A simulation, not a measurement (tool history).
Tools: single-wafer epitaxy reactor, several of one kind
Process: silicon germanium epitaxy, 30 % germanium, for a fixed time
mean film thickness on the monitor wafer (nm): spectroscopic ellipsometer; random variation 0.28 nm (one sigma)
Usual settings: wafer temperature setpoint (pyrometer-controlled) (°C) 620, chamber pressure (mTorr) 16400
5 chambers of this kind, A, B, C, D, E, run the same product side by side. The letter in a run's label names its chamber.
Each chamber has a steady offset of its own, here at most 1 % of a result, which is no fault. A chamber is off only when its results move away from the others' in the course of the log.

run   hour  wafer temperature setpoint (pyrometer-controlled) (°C)  chamber pressure (mTorr)  hours since the last pyrometer calibration  hours since the last manometer calibration  read-back reference wafer on the same gauge, thickness_nm  mean film thickness on the monitor wafer (nm)
 1D    5.2                                                     620                     16400                                       832.5                                       225.9                                                     86.383                                         77.383
 2A    8.8                                                     620                     16400                                      1699.9                                      1720.5                                                     86.242                                         77.079
 3B   15.7                                                     620                     16400                                       350.8                                      1058.8                                                     86.256                                         77.605
 4E   23.2                                                     620                     16400                                       296.2                                       977.8                                                      86.23                                         78.187
 5C   28.7                                                     620                     16400                                      2086.3                                       777.8                                                     86.273                                         78.126
 6E   35.8                                                     620                     16400                                       308.8                                       990.4                                                     86.258                                         78.006
 7B   42.8                                                     626                     13300                                       377.9                                      1085.9                                                     86.274                                         78.741
 8A   49.9                                                     626                     13300                                        1741                                      1761.6                                                     86.266                                         78.869
 9C   54.9                                                     626                     13300                                      2112.5                                         804                                                     86.358                                         79.895
10D   61.2                                                     626                     13300                                       888.5                                       281.9                                                     86.268                                         78.629
11A   68.5                                                     626                     13300                                      1759.6                                      1780.2                                                      86.27                                         79.041
12B   73.7                                                     620                     14600                                       408.8                                      1116.8                                                     86.316                                           73.6
13C   78.4                                                     620                     14600                                        2136                                       827.5                                                     86.328                                         74.529
14E   83.7                                                     620                     14600                                       356.7                                      1038.3                                                     86.294                                         73.983
15D   89.2                                                     620                     14600                                       916.5                                       309.9                                                     86.292                                         74.143
16B   96.1                                                     620                     14600                                       431.2                                      1139.2                                                     86.273                                         73.369
17C  101.9                                                     620                     16400                                      2159.5                                         851                                                     86.319                                         77.817
18E  105.8                                                     620                     20300                                       378.8                                      1060.4                                                     86.342                                         84.508
19D  109.7                                                     620                     20300                                         937                                       330.4                                                      86.41                                         83.723
20A  115.4                                                     620                     20300                                      1806.5                                      1827.1                                                     86.309                                         84.106
21C  123.3                                                     620                     20300                                      2180.9                                       872.4                                                     86.231                                         84.681
22D  127.5                                                     620                     20300                                       954.8                                       348.2                                                     86.284                                         84.703
23E  133.9                                                     620                     16400                                       406.9                                      1088.5                                                     86.261                                         78.105
24B    140                                                     620                     16400                                       475.1                                      1183.1                                                     86.291                                         77.547
     142.8  -- chamber B: capacitance manometer re-zeroed and calibrated
25A  146.1                                                     620                     16400                                      1837.2                                      1857.8                                                     86.388                                         77.782
26C  150.7                                                     620                     16400                                      2208.3                                       899.8                                                     86.278                                         78.456
27E    157                                                     620                     16400                                         430                                      1111.6                                                     86.286                                         78.038
28D  164.2                                                     620                     16400                                       991.5                                       384.9                                                     86.263                                         78.004
29A  171.3                                                     620                     16400                                      1862.4                                        1883                                                     86.279                                         76.573
30B  175.5                                                     620                     16400                                       510.6                                        32.7                                                      86.26                                         75.975
31C  179.1                                                     620                     18000                                      2236.7                                       928.2                                                     86.245                                         80.944
32A  187.3                                                     620                     18000                                      1878.4                                        1899                                                     86.287                                         79.704
33E  191.8                                                     620                     18000                                       464.8                                      1146.4                                                     86.299                                         80.788
34B  196.1                                                     620                     18000                                       531.2                                        53.3                                                     86.278                                         78.165
35D  203.4                                                     620                     18000                                      1030.7                                       424.1                                                       86.3                                         80.268
36D  207.6                                                     620                     16400                                      1034.9                                       428.3                                                     86.247                                         77.529
37C  215.8                                                     620                     16400                                      2273.4                                       964.9                                                     86.253                                         78.486
38E  221.7                                                     620                     16400                                       494.7                                      1176.3                                                     86.215                                         78.233
39A    229                                                     620                     16400                                      1920.1                                      1940.7                                                     86.304                                         77.294

Next, every chamber runs the same settings. What will each give?
40A  234.9                                                     620                     16400                                                                                                                                                                                                 ?
40B  234.9                                                     620                     16400                                                                                                                                                                                                 ?
40C  234.9                                                     620                     16400                                                                                                                                                                                                 ?
40D  234.9                                                     620                     16400                                                                                                                                                                                                 ?
40E  234.9                                                     620                     16400                                                                                                                                                                                                 ?

run  mean film thickness on the monitor wafer (nm)
40A                                         77.479
40B                                         75.739
40C                                         78.283
40D                                         77.313
40E                                         77.994
